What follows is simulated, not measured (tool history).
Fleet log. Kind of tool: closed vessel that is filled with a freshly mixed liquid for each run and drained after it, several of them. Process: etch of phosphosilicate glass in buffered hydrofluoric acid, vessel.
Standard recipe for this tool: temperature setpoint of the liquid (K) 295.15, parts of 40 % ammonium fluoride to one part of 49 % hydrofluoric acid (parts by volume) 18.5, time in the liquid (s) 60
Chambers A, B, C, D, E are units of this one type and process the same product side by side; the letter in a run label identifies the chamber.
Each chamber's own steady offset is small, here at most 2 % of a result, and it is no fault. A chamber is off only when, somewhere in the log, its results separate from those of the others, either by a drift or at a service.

| run | hour | temperature setpoint of the liquid (K) | parts of 40 % ammonium fluoride to one part of 49 % hydrofluoric acid (parts by volume) | time in the liquid (s) | hours since the thermometer was replaced | hours since the hydrofluoric acid flow meter was replaced | read-back film thickness of the phosphosilicate glass reference wafer, read on the same gauge (nm) | thickness taken off the phosphosilicate glass on a monitor wafer (angstrom) |
|---|---|---|---|---|---|---|---|---|
| 1C | 10.3 | 295.15 | 18.5 | 60 | 990.9 | 533.8 | 110.00 | 2348.10 |
| 2E | 16.9 | 295.15 | 18.5 | 60 | 2207.5 | 223.8 | 110.01 | 2327.90 |
| 3A | 25.6 | 295.15 | 18.5 | 60 | 686.7 | 1142.3 | 110.03 | 2371.20 |
| 4B | 32.3 | 295.15 | 18.5 | 60 | 803.7 | 115.6 | 110.02 | 2330.50 |
| 5D | 37.7 | 295.15 | 18.5 | 60 | 894.3 | 1481.0 | 110.01 | 2345.50 |
| 6A | 42.3 | 295.15 | 18.5 | 60 | 703.4 | 1159.0 | 110.01 | 2399.90 |
| 7B | 47.4 | 295.15 | 18.5 | 60 | 818.8 | 130.7 | 109.96 | 2330.30 |
| 8E | 55.7 | 295.15 | 18.5 | 60 | 2246.3 | 262.6 | 110.01 | 2334.60 |
| 9D | 66.0 | 295.15 | 24.0 | 30 | 922.6 | 1509.3 | 110.01 | 955.66 |
| 10C | 75.3 | 295.15 | 24.0 | 30 | 1055.9 | 598.8 | 110.01 | 960.06 |
| 11A | 82.2 | 295.15 | 24.0 | 30 | 743.3 | 1198.9 | 109.98 | 978.02 |
| 12B | 91.2 | 295.15 | 24.0 | 30 | 862.6 | 174.5 | 109.97 | 954.79 |
| 13E | 97.3 | 295.15 | 24.0 | 30 | 2287.9 | 304.2 | 110.01 | 945.37 |
| 14D | 106.1 | 290.65 | 18.5 | 60 | 962.7 | 1549.4 | 109.99 | 1824.80 |
| 15C | 113.4 | 290.65 | 18.5 | 60 | 1094.0 | 636.9 | 110.01 | 1845.80 |
| 16A | 120.0 | 290.65 | 18.5 | 60 | 781.1 | 1236.7 | 109.98 | 1855.20 |
| 17E | 130.4 | 290.65 | 18.5 | 60 | 2321.0 | 337.3 | 110.00 | 1800.80 |
| 18C | 135.3 | 290.65 | 18.5 | 60 | 1115.9 | 658.8 | 110.01 | 1839.50 |
| 19B | 141.8 | 295.15 | 18.5 | 60 | 913.2 | 225.1 | 109.99 | 2335.00 |
| 20D | 150.9 | 298.15 | 12.5 | 60 | 1007.5 | 1594.2 | 110.01 | 4068.20 |
| 21E | 158.6 | 298.15 | 12.5 | 60 | 2349.2 | 365.5 | 110.00 | 4014.40 |
| 22B | 166.8 | 298.15 | 12.5 | 60 | 938.2 | 250.1 | 110.00 | 4064.40 |
| 23C | 172.1 | 298.15 | 12.5 | 60 | 1152.7 | 695.6 | 110.03 | 4089.60 |
| 24D | 178.0 | 298.15 | 12.5 | 60 | 1034.6 | 1621.3 | 109.99 | 4061.90 |
| 25A | 185.6 | 295.15 | 18.5 | 60 | 846.7 | 1302.3 | 109.97 | 2386.40 |
| 26D | 191.8 | 295.15 | 18.5 | 60 | 1048.4 | 1635.1 | 109.99 | 2354.10 |
| 27A | 198.4 | 293.15 | 18.5 | 90 | 859.5 | 1315.1 | 110.01 | 3199.50 |
| 28E | 205.9 | 293.15 | 18.5 | 90 | 2396.5 | 412.8 | 109.99 | 3099.60 |
| 29C | 210.9 | 293.15 | 18.5 | 90 | 1191.5 | 734.4 | 109.98 | 3161.50 |
| 30B | 217.8 | 293.15 | 18.5 | 90 | 989.2 | 301.1 | 110.00 | 3117.70 |
|  | 218.2 | chamber D: thermometer replaced |
| 31C | 227.5 | 293.15 | 18.5 | 90 | 1208.1 | 751.0 | 109.99 | 3163.40 |
| 32A | 237.3 | 295.15 | 18.5 | 60 | 898.4 | 1354.0 | 110.00 | 2392.30 |
| 33B | 241.9 | 295.15 | 18.5 | 60 | 1013.3 | 325.2 | 110.01 | 2315.10 |
| 34E | 248.4 | 295.15 | 18.5 | 60 | 2439.0 | 455.3 | 110.02 | 2322.30 |
| 35D | 254.4 | 295.15 | 18.5 | 60 | 36.3 | 1697.7 | 109.99 | 2334.30 |
| 36E | 260.3 | 295.15 | 18.5 | 60 | 2450.9 | 467.2 | 110.02 | 2326.80 |
| 37A | 268.0 | 295.15 | 18.5 | 60 | 929.1 | 1384.7 | 109.97 | 2382.80 |
| 38C | 277.4 | 295.15 | 18.5 | 60 | 1258.0 | 800.9 | 110.02 | 2361.70 |
| 39D | 286.2 | 295.15 | 11.5 | 85 | 68.1 | 1729.5 | 110.00 | 5258.30 |

The same settings go to every chamber for the next run, one line per chamber below. Forecast the results for each:
| 40A | 293.6 | 295.15 | 18.5 | 60 |  |  |  | ? |
| 40B | 293.6 | 295.15 | 18.5 | 60 |  |  |  | ? |
| 40C | 293.6 | 295.15 | 18.5 | 60 |  |  |  | ? |
| 40D | 293.6 | 295.15 | 18.5 | 60 |  |  |  | ? |
| 40E | 293.6 | 295.15 | 18.5 | 60 |  |  |  | ? |

| run | thickness taken off the phosphosilicate glass on a monitor wafer (angstrom) |
|---|---|
| 40A | 2382.50 |
| 40B | 2355.40 |
| 40C | 2360.40 |
| 40D | 2339.50 |
| 40E | 2322.40 |
